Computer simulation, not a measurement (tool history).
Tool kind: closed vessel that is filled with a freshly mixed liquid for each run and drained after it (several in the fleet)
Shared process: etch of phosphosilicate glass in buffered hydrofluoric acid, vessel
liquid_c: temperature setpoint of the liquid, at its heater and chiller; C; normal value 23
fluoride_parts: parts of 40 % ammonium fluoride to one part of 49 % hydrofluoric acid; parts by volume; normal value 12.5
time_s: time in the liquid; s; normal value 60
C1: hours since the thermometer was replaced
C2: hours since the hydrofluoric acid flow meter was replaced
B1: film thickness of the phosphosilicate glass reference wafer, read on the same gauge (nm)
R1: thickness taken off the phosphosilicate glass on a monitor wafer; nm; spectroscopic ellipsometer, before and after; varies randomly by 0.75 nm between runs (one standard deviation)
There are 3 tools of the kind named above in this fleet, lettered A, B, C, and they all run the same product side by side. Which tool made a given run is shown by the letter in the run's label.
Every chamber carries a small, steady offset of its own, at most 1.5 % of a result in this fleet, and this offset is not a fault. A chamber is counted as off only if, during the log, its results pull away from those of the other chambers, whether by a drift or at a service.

Run 1A, hour 7.4: usual settings; C1 1012.2; C2 966.5; B1 120. Result: R1 194.61 nm.
Run 2C, hour 17.6: usual settings; C1 1260.5; C2 158.4; B1 120.01. Result: R1 190.85 nm.
Run 3B, hour 23.2: usual settings; C1 881.5; C2 346.3; B1 120.01. Result: R1 193.22 nm.
Run 4A, hour 28.4: usual settings; C1 1033.2; C2 987.5; B1 120. Result: R1 194.8 nm.
Run 5B, hour 36.1: usual settings; C1 894.4; C2 359.2; B1 119.99. Result: R1 194.04 nm.
Run 6C, hour 44.6: usual settings; C1 1287.5; C2 185.4; B1 120. Result: R1 192.01 nm.
Run 7A, hour 55.9: usual settings but liquid_c 27.5 C; C1 1060.7; C2 1015; B1 119.99. Result: R1 248.12 nm.
Run 8C, hour 64.4: usual settings but liquid_c 27.5 C; C1 1307.3; C2 205.2; B1 120.01. Result: R1 245.35 nm.
Run 9B, hour 70.2: usual settings but liquid_c 27.5 C; C1 928.5; C2 393.3; B1 120. Result: R1 247.55 nm.
Run 10C, hour 75.3: usual settings; C1 1318.2; C2 216.1; B1 120. Result: R1 192.46 nm.
Run 11A, hour 84.7: usual settings; C1 1089.5; C2 1043.8; B1 119.99. Result: R1 194.48 nm.
Run 12B, hour 93.6: usual settings; C1 951.9; C2 416.7; B1 120.02. Result: R1 195.02 nm.
Run 13C, hour 98.8: usual settings; C1 1341.7; C2 239.6; B1 119.98. Result: R1 192.34 nm.
Run 14B, hour 110.3: usual settings; C1 968.6; C2 433.4; B1 119.99. Result: R1 194.18 nm.
Run 15A, hour 117.6: usual settings; C1 1122.4; C2 1076.7; B1 120.02. Result: R1 195 nm.
Run 16C, hour 124.2: usual settings; C1 1367.1; C2 265; B1 119.99. Result: R1 190.9 nm.
Run 17B, hour 131.7: usual settings; C1 990; C2 454.8; B1 120. Result: R1 195.44 nm.
Run 18A, hour 143: usual settings; C1 1147.8; C2 1102.1; B1 120.01. Result: R1 195.35 nm.
Run 19B, hour 151.6: usual settings; C1 1009.9; C2 474.7; B1 120. Result: R1 195.77 nm.
Run 20A, hour 157.3: usual settings; C1 1162.1; C2 1116.4; B1 120.01. Result: R1 193.8 nm.
Run 21C, hour 168.3: usual settings; C1 1411.2; C2 309.1; B1 120. Result: R1 191.39 nm.
Run 22C, hour 177.7: usual settings; C1 1420.6; C2 318.5; B1 120.02. Result: R1 193.03 nm.
Run 23B, hour 188.4: usual settings; C1 1046.7; C2 511.5; B1 120.01. Result: R1 199.36 nm.
Run 24A, hour 194.8: usual settings but fluoride_parts 9 parts by volume; C1 1199.6; C2 1153.9; B1 119.99. Result: R1 259.8 nm.
Run 25B, hour 201.8: usual settings but fluoride_parts 9 parts by volume; C1 1060.1; C2 524.9; B1 120. Result: R1 264.59 nm.
Run 26A, hour 207: usual settings but fluoride_parts 9 parts by volume; C1 1211.8; C2 1166.1; B1 119.99. Result: R1 258.43 nm.
Run 27C, hour 212.7: usual settings; C1 1455.6; C2 353.5; B1 120.01. Result: R1 191.94 nm.
Run 28B, hour 218: usual settings; C1 1076.3; C2 541.1; B1 119.97. Result: R1 200.69 nm.
Run 29A, hour 228.9: usual settings; C1 1233.7; C2 1188; B1 120. Result: R1 194.07 nm.

Is one chamber off against the others, does the gauge drift, or is nothing wrong? If a chamber is off, say which, and what the likeliest cause is.

Little by little, chamber B moves away from the other chambers.
Most likely cause: liquid hotter than its thermometer reads (K) = 0.698.
The log may not separate it from: hydrofluoric acid flow above the setpoint (%).

Here are 4 candidates for chamber B's next run, each the usual settings with a change, their results left as question marks. Which one brings its results back in line with what the others give on the usual settings?
In line means no further than this from the other chambers' mean on the usual settings: R1 2.6 nm
Run 30B-1, hour 237.2: usual settings but liquid_c 22 C. Result: R1 ?.
Run 30B-2, hour 237.2: usual settings but fluoride_parts 13 parts by volume. Result: R1 ?.
Run 30B-3, hour 237.2: usual settings but fluoride_parts 12 parts by volume. Result: R1 ?.
Run 30B-4, hour 237.2: usual settings but liquid_c 24 C. Result: R1 ?.

Usual-settings mean across the other chambers: R1 193.25 nm
  run      R1
30B-1  189.45
30B-2  192.88
30B-3  208.43
30B-4  211.69
It is 30B-2 that realigns the chamber with its peers.
